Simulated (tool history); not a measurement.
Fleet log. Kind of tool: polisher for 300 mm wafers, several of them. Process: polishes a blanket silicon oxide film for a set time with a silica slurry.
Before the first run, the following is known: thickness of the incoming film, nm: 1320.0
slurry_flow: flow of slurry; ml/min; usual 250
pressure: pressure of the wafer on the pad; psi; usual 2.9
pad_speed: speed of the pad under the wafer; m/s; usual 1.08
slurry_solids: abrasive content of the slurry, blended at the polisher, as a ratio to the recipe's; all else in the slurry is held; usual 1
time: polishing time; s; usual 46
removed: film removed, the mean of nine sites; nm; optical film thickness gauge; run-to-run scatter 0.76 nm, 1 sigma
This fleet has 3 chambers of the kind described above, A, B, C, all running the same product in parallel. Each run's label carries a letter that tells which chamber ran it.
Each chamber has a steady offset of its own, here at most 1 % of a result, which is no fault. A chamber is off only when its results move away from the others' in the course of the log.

| run | day | slurry_flow | pressure | pad_speed | slurry_solids | time | removed |
|---|---|---|---|---|---|---|---|
|  | 0.067 | chamber C: slurry nozzle cleaned |
| 1B | 0.171 | 250 | 2.9 | 1.08 | 1 | 46 | 89.052 |
|  | 0.275 | chamber B: worn pad replaced by a new one |
| 2A | 0.312 | 250 | 2.9 | 1.08 | 1 | 46 | 88.558 |
| 3C | 0.458 | 250 | 2.9 | 1.08 | 1 | 46 | 88.427 |
|  | 0.558 | chamber A: worn pad replaced by a new one |
| 4B | 0.646 | 250 | 2.9 | 1.08 | 1 | 46 | 89.438 |
| 5C | 0.746 | 250 | 2.9 | 1.08 | 1 | 46 | 90.046 |
|  | 0.767 | chamber A: slurry blender recalibrated |
| 6A | 0.892 | 250 | 2.9 | 1.08 | 1 | 46 | 89.863 |
| 7B | 1.000 | 250 | 3.4 | 1.08 | 1 | 60 | 136.960 |
| 8A | 1.179 | 250 | 3.4 | 1.08 | 1 | 60 | 134.500 |
| 9C | 1.304 | 250 | 3.4 | 1.08 | 1 | 60 | 134.040 |
| 10B | 1.512 | 250 | 2.9 | 1.08 | 1 | 46 | 89.760 |
| 11A | 1.729 | 250 | 2.9 | 1.08 | 1 | 46 | 88.220 |
| 12C | 1.896 | 250 | 2.9 | 1.08 | 1 | 46 | 89.736 |
| 13A | 2.121 | 250 | 2.9 | 1.08 | 1 | 46 | 88.758 |
|  | 2.175 | chamber A: head pressure recalibrated |
|  | 2.250 | chamber C: conditioning disc replaced and pad reconditioned |
| 14B | 2.321 | 250 | 2.9 | 1.08 | 1 | 46 | 90.053 |
| 15C | 2.504 | 250 | 2.9 | 1.08 | 1 | 46 | 87.474 |
|  | 2.629 | chamber C: slurry blender recalibrated |
|  | 2.654 | chamber C: worn pad replaced by a new one |
| 16A | 2.679 | 250 | 2.9 | 1.08 | 1 | 46 | 81.231 |
| 17C | 2.825 | 250 | 2.9 | 1.08 | 1 | 46 | 90.010 |
| 18B | 2.992 | 250 | 2.9 | 1.08 | 1 | 46 | 89.008 |
|  | 3.042 | chamber A: worn pad replaced by a new one |
| 19B | 3.200 | 250 | 2.9 | 1.08 | 1 | 46 | 89.964 |
| 20C | 3.362 | 165 | 2.0 | 1.08 | 1 | 46 | 57.292 |
| 21A | 3.562 | 165 | 2.0 | 1.08 | 1 | 46 | 53.398 |
|  | 3.575 | chamber B: worn pad replaced by a new one |
| 22A | 3.675 | 165 | 2.0 | 1.08 | 1 | 46 | 52.301 |
| 23C | 3.867 | 250 | 2.9 | 1.08 | 1 | 46 | 87.966 |
| 24B | 4.029 | 250 | 2.9 | 1.08 | 1 | 46 | 89.288 |
|  | 4.054 | chamber B: slurry blender recalibrated |
| 25B | 4.188 | 250 | 2.9 | 1.08 | 1 | 46 | 90.408 |
| 26A | 4.338 | 250 | 2.9 | 1.08 | 1 | 46 | 80.440 |
| 27C | 4.462 | 250 | 2.9 | 1.08 | 1 | 46 | 88.852 |
| 28A | 4.617 | 250 | 2.9 | 1.08 | 1 | 46 | 80.503 |
| 29C | 4.762 | 320 | 2.9 | 1.40 | 1 | 46 | 111.020 |
| 30B | 4.962 | 320 | 2.9 | 1.40 | 1 | 46 | 112.650 |

One chamber off, gauge drift, or nothing amiss beyond the chambers' own small offsets? If it is a chamber, which one, and what is the likeliest cause?

The work done on chamber A during a service left it standing apart from the others.
Cause: head's pressure below its setpoint, % = 9.19.

Chamber A could run next with any of the 4 candidate recipes listed below; each alters the usual settings, and their results appear as question marks. Which one brings its results back in line with what the other chambers deliver on the usual settings?
To be in line, a result may differ from the other chambers' mean on the usual settings by at most: removed 2.700 nm
| 31A-1 | 5.121 | 250 | 2.9 | 1.06 | 1 | 45 | ? |
| 31A-2 | 5.121 | 250 | 3.0 | 1.12 | 1 | 48 | ? |
| 31A-3 | 5.121 | 250 | 2.8 | 1.04 | 1 | 44 | ? |
| 31A-4 | 5.121 | 250 | 2.9 | 1.08 | 1 | 48 | ? |

Usual-settings mean across the other chambers: removed 89.171 nm
| run | removed |
|---|---|
| 31A-1 | 77.887 |
| 31A-2 | 89.764 |
| 31A-3 | 72.455 |
| 31A-4 | 84.327 |
31A-2 puts the chamber back in line with the other chambers.
